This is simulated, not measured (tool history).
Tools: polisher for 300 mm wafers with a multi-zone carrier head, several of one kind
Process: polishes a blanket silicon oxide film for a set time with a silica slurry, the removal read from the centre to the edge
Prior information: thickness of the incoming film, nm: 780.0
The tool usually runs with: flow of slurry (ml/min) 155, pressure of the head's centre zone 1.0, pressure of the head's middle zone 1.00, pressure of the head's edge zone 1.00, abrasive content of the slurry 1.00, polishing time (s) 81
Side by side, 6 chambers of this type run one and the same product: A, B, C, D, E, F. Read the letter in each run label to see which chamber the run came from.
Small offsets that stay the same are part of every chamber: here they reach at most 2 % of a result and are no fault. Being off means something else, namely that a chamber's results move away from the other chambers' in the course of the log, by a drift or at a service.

| run | day | flow of slurry (ml/min) | pressure of the head's centre zone | pressure of the head's middle zone | pressure of the head's edge zone | abrasive content of the slurry | polishing time (s) | wafers polished on this pad | hours since the slurry nozzle was cleaned | hours since the centre zone pressure was calibrated | hours since the edge zone pressure was calibrated | film removed at the wafer's centre (Å) | film removed at mid-radius (Å) | film removed at the wafer's edge (Å) |
|---|---|---|---|---|---|---|---|---|---|---|---|---|---|---|
|  | 0.400 | chamber A: centre zone pressure recalibrated |
| 1A | 0.417 | 155 | 1.0 | 1.00 | 1.00 | 1.00 | 81 | 518 | 434.7 | 0.4 | 236.7 | 2053.9 | 2049.8 | 2033.1 |
| 2C | 0.825 | 155 | 1.0 | 1.00 | 1.00 | 1.00 | 81 | 909 | 65.8 | 1081.5 | 899.2 | 2112.7 | 2013.5 | 2008.4 |
|  | 1.138 | chamber E: worn pad replaced by a new one |
| 3B | 1.338 | 155 | 1.0 | 1.00 | 1.00 | 1.00 | 81 | 637 | 364.4 | 417.1 | 395.8 | 2022.7 | 1989.4 | 2034.4 |
|  | 1.425 | chamber B: worn pad replaced by a new one |
| 4E | 1.717 | 155 | 1.0 | 1.00 | 1.00 | 1.00 | 81 | 85 | 274.9 | 881.5 | 1307.9 | 2024.1 | 1983.4 | 2040.2 |
|  | 1.938 | chamber C: worn pad replaced by a new one |
|  | 2.133 | chamber E: edge zone pressure recalibrated |
| 5D | 2.158 | 155 | 1.0 | 1.00 | 1.00 | 1.00 | 81 | 1133 | 208.0 | 612.3 | 339.4 | 2020.0 | 2058.0 | 2039.2 |
|  | 2.262 | chamber E: centre zone pressure recalibrated |
| 6F | 2.392 | 155 | 1.0 | 0.96 | 1.00 | 1.15 | 81 | 739 | 109.9 | 883.4 | 994.2 | 2157.7 | 2110.5 | 2184.9 |
|  | 2.646 | chamber F: centre zone pressure recalibrated |
| 7E | 2.733 | 155 | 1.0 | 0.96 | 1.00 | 1.15 | 81 | 235 | 299.3 | 11.4 | 14.5 | 2133.4 | 2128.8 | 2133.2 |
| 8D | 3.008 | 155 | 1.0 | 0.96 | 1.00 | 1.15 | 81 | 1258 | 228.4 | 632.7 | 359.8 | 2186.8 | 2149.3 | 2198.5 |
|  | 3.371 | chamber F: worn pad replaced by a new one |
| 9B | 3.433 | 155 | 1.0 | 0.96 | 1.00 | 1.15 | 81 | 296 | 414.7 | 467.4 | 446.1 | 2179.3 | 2085.7 | 2198.7 |
|  | 3.729 | chamber D: edge zone pressure recalibrated |
| 10F | 3.758 | 155 | 1.0 | 0.96 | 1.00 | 1.15 | 81 | 57 | 142.7 | 26.8 | 1027.0 | 2170.7 | 2084.6 | 2179.0 |
|  | 3.938 | chamber F: edge zone pressure recalibrated |
|  | 3.971 | chamber D: worn pad replaced by a new one |
| 11A | 4.067 | 155 | 1.0 | 0.96 | 1.00 | 1.15 | 81 | 1057 | 522.3 | 88.0 | 324.3 | 2141.1 | 2131.2 | 2184.2 |
|  | 4.150 | chamber D: centre zone pressure recalibrated |
| 12C | 4.588 | 155 | 1.0 | 1.00 | 0.92 | 1.25 | 81 | 391 | 156.1 | 1171.8 | 989.5 | 2286.7 | 2241.1 | 2107.7 |
|  | 4.604 | chamber C: centre zone pressure recalibrated |
| 13E | 4.862 | 155 | 1.0 | 1.00 | 0.92 | 1.25 | 81 | 550 | 350.4 | 62.5 | 65.6 | 2245.5 | 2238.1 | 2141.6 |
|  | 5.054 | chamber B: worn pad replaced by a new one |
| 14B | 5.204 | 155 | 1.0 | 1.00 | 0.92 | 1.25 | 81 | 22 | 457.2 | 509.9 | 488.6 | 2261.6 | 2180.2 | 2138.4 |
|  | 5.500 | chamber A: worn pad replaced by a new one |
| 15D | 5.729 | 155 | 1.0 | 1.00 | 0.92 | 1.25 | 81 | 259 | 293.7 | 38.0 | 48.1 | 2224.7 | 2215.8 | 2117.9 |
|  | 6.183 | chamber E: slurry nozzle cleaned |
| 16F | 6.258 | 155 | 1.0 | 1.00 | 0.92 | 1.25 | 81 | 427 | 202.7 | 86.8 | 55.8 | 2223.2 | 2283.5 | 2149.5 |
| 17C | 6.492 | 155 | 1.0 | 1.00 | 0.92 | 1.25 | 81 | 673 | 201.8 | 45.3 | 1035.2 | 2306.6 | 2212.1 | 2137.7 |
|  | 6.888 | chamber C: edge zone pressure recalibrated |
| 18A | 6.904 | 155 | 1.0 | 1.00 | 1.00 | 1.00 | 81 | 207 | 590.4 | 156.1 | 392.4 | 2035.8 | 2011.2 | 2032.2 |
|  | 6.983 | chamber B: slurry nozzle cleaned |
| 19D | 7.408 | 155 | 1.0 | 1.00 | 1.00 | 1.00 | 81 | 508 | 334.0 | 78.3 | 88.4 | 2006.1 | 2025.9 | 2035.5 |
| 20F | 7.788 | 155 | 1.0 | 1.00 | 1.00 | 1.00 | 81 | 653 | 239.4 | 123.5 | 92.5 | 2041.6 | 2078.4 | 2051.2 |
|  | 8.033 | chamber B: centre zone pressure recalibrated |
| 21C | 8.242 | 155 | 1.0 | 1.00 | 1.00 | 1.00 | 81 | 931 | 243.8 | 87.3 | 32.6 | 2089.4 | 2003.9 | 2027.0 |
| 22B | 8.538 | 155 | 1.0 | 1.00 | 1.00 | 1.00 | 81 | 514 | 37.3 | 12.2 | 568.6 | 2050.8 | 1985.3 | 2042.2 |
|  | 8.862 | chamber C: worn pad replaced by a new one |
| 23E | 8.946 | 155 | 1.0 | 1.00 | 1.00 | 1.00 | 81 | 1153 | 66.3 | 160.5 | 163.6 | 2051.5 | 2044.9 | 2029.4 |
|  | 9.217 | chamber F: worn pad replaced by a new one |
|  | 9.404 | chamber B: worn pad replaced by a new one |
| 24A | 9.404 | 155 | 1.0 | 1.00 | 1.00 | 1.00 | 81 | 577 | 650.4 | 216.1 | 452.4 | 2035.0 | 2041.4 | 2039.6 |
| 25C | 9.733 | 155 | 1.0 | 1.00 | 1.00 | 1.00 | 81 | 129 | 279.6 | 123.1 | 68.4 | 2071.8 | 2059.3 | 2009.3 |
| 26B | 9.996 | 155 | 1.0 | 1.00 | 1.00 | 1.00 | 81 | 87 | 72.3 | 47.2 | 603.6 | 2037.1 | 2031.3 | 2038.9 |
|  | 10.067 | chamber E: worn pad replaced by a new one |
| 27A | 10.479 | 155 | 1.0 | 1.00 | 1.00 | 1.00 | 81 | 735 | 676.2 | 241.9 | 478.2 | 2006.7 | 2007.9 | 2032.0 |
| 28D | 10.817 | 155 | 1.0 | 1.00 | 1.00 | 1.00 | 81 | 1011 | 415.8 | 160.1 | 170.2 | 1988.6 | 2016.6 | 2019.4 |
| 29F | 11.346 | 155 | 1.0 | 1.00 | 1.00 | 1.00 | 81 | 315 | 324.8 | 208.9 | 177.9 | 2021.4 | 2016.9 | 2051.7 |
| 30E | 11.583 | 105 | 0.9 | 1.00 | 1.00 | 1.00 | 81 | 224 | 129.6 | 223.8 | 226.9 | 1619.0 | 1860.1 | 1915.0 |
| 31B | 12.017 | 105 | 0.9 | 1.00 | 1.00 | 1.00 | 81 | 386 | 120.8 | 95.7 | 652.1 | 1626.7 | 1838.7 | 1948.9 |
| 32A | 12.467 | 105 | 0.9 | 1.00 | 1.00 | 1.00 | 81 | 1029 | 723.9 | 289.6 | 525.9 | 1633.5 | 1877.9 | 1931.0 |
| 33C | 12.742 | 105 | 0.9 | 1.00 | 1.00 | 1.00 | 81 | 573 | 351.8 | 195.3 | 140.6 | 1677.2 | 1852.2 | 1893.1 |
| 34D | 13.088 | 105 | 0.9 | 1.00 | 1.00 | 1.00 | 81 | 1347 | 470.3 | 214.6 | 224.7 | 1540.3 | 1802.0 | 1876.8 |
| 35F | 13.438 | 105 | 0.9 | 1.00 | 1.00 | 1.00 | 81 | 624 | 375.0 | 259.1 | 228.1 | 1654.9 | 1899.0 | 1956.8 |
| 36E | 13.862 | 155 | 1.0 | 1.00 | 0.91 | 1.00 | 81 | 560 | 184.3 | 278.5 | 281.6 | 2033.1 | 2054.4 | 1931.4 |
| 37F | 14.338 | 155 | 1.0 | 1.00 | 0.91 | 1.00 | 81 | 757 | 396.6 | 280.7 | 249.7 | 2021.2 | 2024.5 | 1959.4 |

Each of the 6 chambers runs these same settings next. Fill in every chamber's results:
| 38A | 14.725 | 185 | 1.0 | 1.00 | 1.00 | 1.00 | 81 |  |  |  |  | ? | ? | ? |
| 38B | 14.725 | 185 | 1.0 | 1.00 | 1.00 | 1.00 | 81 |  |  |  |  | ? | ? | ? |
| 38C | 14.725 | 185 | 1.0 | 1.00 | 1.00 | 1.00 | 81 |  |  |  |  | ? | ? | ? |
| 38D | 14.725 | 185 | 1.0 | 1.00 | 1.00 | 1.00 | 81 |  |  |  |  | ? | ? | ? |
| 38E | 14.725 | 185 | 1.0 | 1.00 | 1.00 | 1.00 | 81 |  |  |  |  | ? | ? | ? |
| 38F | 14.725 | 185 | 1.0 | 1.00 | 1.00 | 1.00 | 81 |  |  |  |  | ? | ? | ? |

| run | film removed at the wafer's centre (Å) | film removed at mid-radius (Å) | film removed at the wafer's edge (Å) |
|---|---|---|---|
| 38A | 2125.3 | 2062.3 | 2073.5 |
| 38B | 2114.9 | 2087.7 | 2113.2 |
| 38C | 2130.8 | 2109.3 | 2060.4 |
| 38D | 2042.4 | 2053.4 | 2025.4 |
| 38E | 2140.5 | 2109.0 | 2106.1 |
| 38F | 2128.6 | 2109.8 | 2061.9 |
